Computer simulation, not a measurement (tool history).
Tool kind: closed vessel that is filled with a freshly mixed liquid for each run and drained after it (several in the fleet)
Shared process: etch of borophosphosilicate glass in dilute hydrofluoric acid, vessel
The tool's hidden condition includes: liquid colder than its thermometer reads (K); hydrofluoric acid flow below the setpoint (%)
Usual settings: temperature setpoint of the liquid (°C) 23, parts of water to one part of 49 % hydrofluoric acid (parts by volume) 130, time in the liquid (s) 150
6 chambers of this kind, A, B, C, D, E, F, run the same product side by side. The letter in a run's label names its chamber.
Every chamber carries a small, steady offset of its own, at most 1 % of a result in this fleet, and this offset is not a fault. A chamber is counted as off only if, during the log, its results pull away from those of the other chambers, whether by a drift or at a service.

run,hour,temperature setpoint of the liquid (°C),parts of water to one part of 49 % hydrofluoric acid (parts by volume),time in the liquid (s),hours since the thermometer was replaced,hours since the hydrofluoric acid flow meter was replaced,"read-back film thickness of the borophosphosilicate glass reference wafer, read on the same gauge (nm)",thickness taken off the borophosphosilicate glass on a monitor wafer (Å)
# hour 3.3: chamber D: hydrofluoric acid flow meter replaced
1D,9.6,23,130,150,152.3,6.3,119.98,453.24
2B,16.2,23,130,150,1378,499.7,120,455.72
3E,23.4,23,130,150,965.9,1378.9,119.99,455.57
4F,30.1,23,130,150,935.5,43.5,119.99,460.38
5A,36.4,23,130,150,1300.7,1534.5,120,455.38
6C,42.4,23,130,150,184.8,153.6,119.99,452.01
7E,48.2,23,130,150,990.7,1403.7,119.99,453.46
8D,57,23,130,150,199.7,53.7,120.02,450.8
9C,65.1,23,130,150,207.5,176.3,119.99,457.15
10F,70.8,23,130,150,976.2,84.2,120.02,458.18
11A,80.4,23,130,150,1344.7,1578.5,119.99,458.73
12B,86.6,23,130,150,1448.4,570.1,119.99,453.21
13A,92.4,23,130,150,1356.7,1590.5,120,451.72
14E,97.1,23,130,150,1039.6,1452.6,120.01,445.58
15C,104.9,23,130,150,247.3,216.1,120.01,451.66
16F,110.4,23,130,150,1015.8,123.8,120,459.92
17B,117.4,23,130,150,1479.2,600.9,120,459.29
18D,125.8,23,130,150,268.5,122.5,119.99,445.95
19F,135.1,18.5,130,150,1040.5,148.5,120.04,382.62
20E,140.4,18.5,130,150,1082.9,1495.9,120,374.05
21A,150.2,18.5,130,150,1414.5,1648.3,119.99,374.65
22D,158.5,18.5,130,150,301.2,155.2,120.02,375.69
23B,165.5,18.5,130,150,1527.3,649,119.99,376.16
24C,173.9,18.5,130,150,316.3,285.1,120,383.1
25D,180,23,130,150,322.7,176.7,120.02,450.01
26E,185,23,130,150,1127.5,1540.5,120,437.72
27C,190.9,23,170,65,333.3,302.1,120.03,142.77
# hour 195.7: chamber A: hydrofluoric acid flow meter replaced
28F,199.1,23,170,65,1104.5,212.5,120,142.85
29A,205,23,170,65,1469.3,9.3,120,144.32
30B,209.6,23,170,65,1571.4,693.1,120.02,142.7
31F,214,23,170,65,1119.4,227.4,120.01,142.47
32C,223.1,23,170,65,365.5,334.3,119.97,142.77
33E,227.6,23,130,150,1170.1,1583.1,119.99,425.01
34A,236.1,23,130,150,1500.4,40.4,120.02,460.05
35B,242.2,23,130,150,1604,725.7,120.01,456.87
36D,251.1,23,130,150,393.8,247.8,120.01,453.7
37F,259.6,23,130,150,1165,273,120,453.02
38C,265.6,23,185,150,408,376.8,119.99,302.5
39D,270.6,23,185,150,413.3,267.3,120,299.55
40A,275.3,23,185,150,1539.6,79.6,120,301.34
41E,283.4,23,185,150,1225.9,1638.9,119.99,277.35
42B,292.4,23,185,150,1654.2,775.9,119.98,296.79
43B,300.1,23,185,150,1661.9,783.6,120,297.76
44D,309,23,130,150,451.7,305.7,120.02,455.01

Is one chamber off against the others, does the gauge drift, or is nothing wrong? If a chamber is off, say which, and what the likeliest cause is.

Chamber E drifts away from the others.
Most likely cause: hydrofluoric acid flow below the setpoint (%) = 7.51.
Not necessarily distinguishable in this log from: liquid colder than its thermometer reads (K).

Chamber E could run next with any of the 4 candidate recipes listed below; each alters the usual settings, and their results appear as question marks. Which one brings its results back in line with what the other chambers deliver on the usual settings?
A result is in line if it is within this distance of the other chambers' mean on the usual settings: thickness taken off the borophosphosilicate glass on a monitor wafer (Å) 12
45E-1,316.2,23,140,150,,,,?
45E-2,316.2,23,120,160,,,,?
45E-3,316.2,23,130,165,,,,?
45E-4,316.2,22.5,130,130,,,,?

Usual-settings mean across the other chambers: thickness taken off the borophosphosilicate glass on a monitor wafer (Å) 454.01
run,thickness taken off the borophosphosilicate glass on a monitor wafer (Å)
45E-1,381.77
45E-2,487.04
45E-3,457.83
45E-4,353.76
45E-3 brings the chamber back in line.
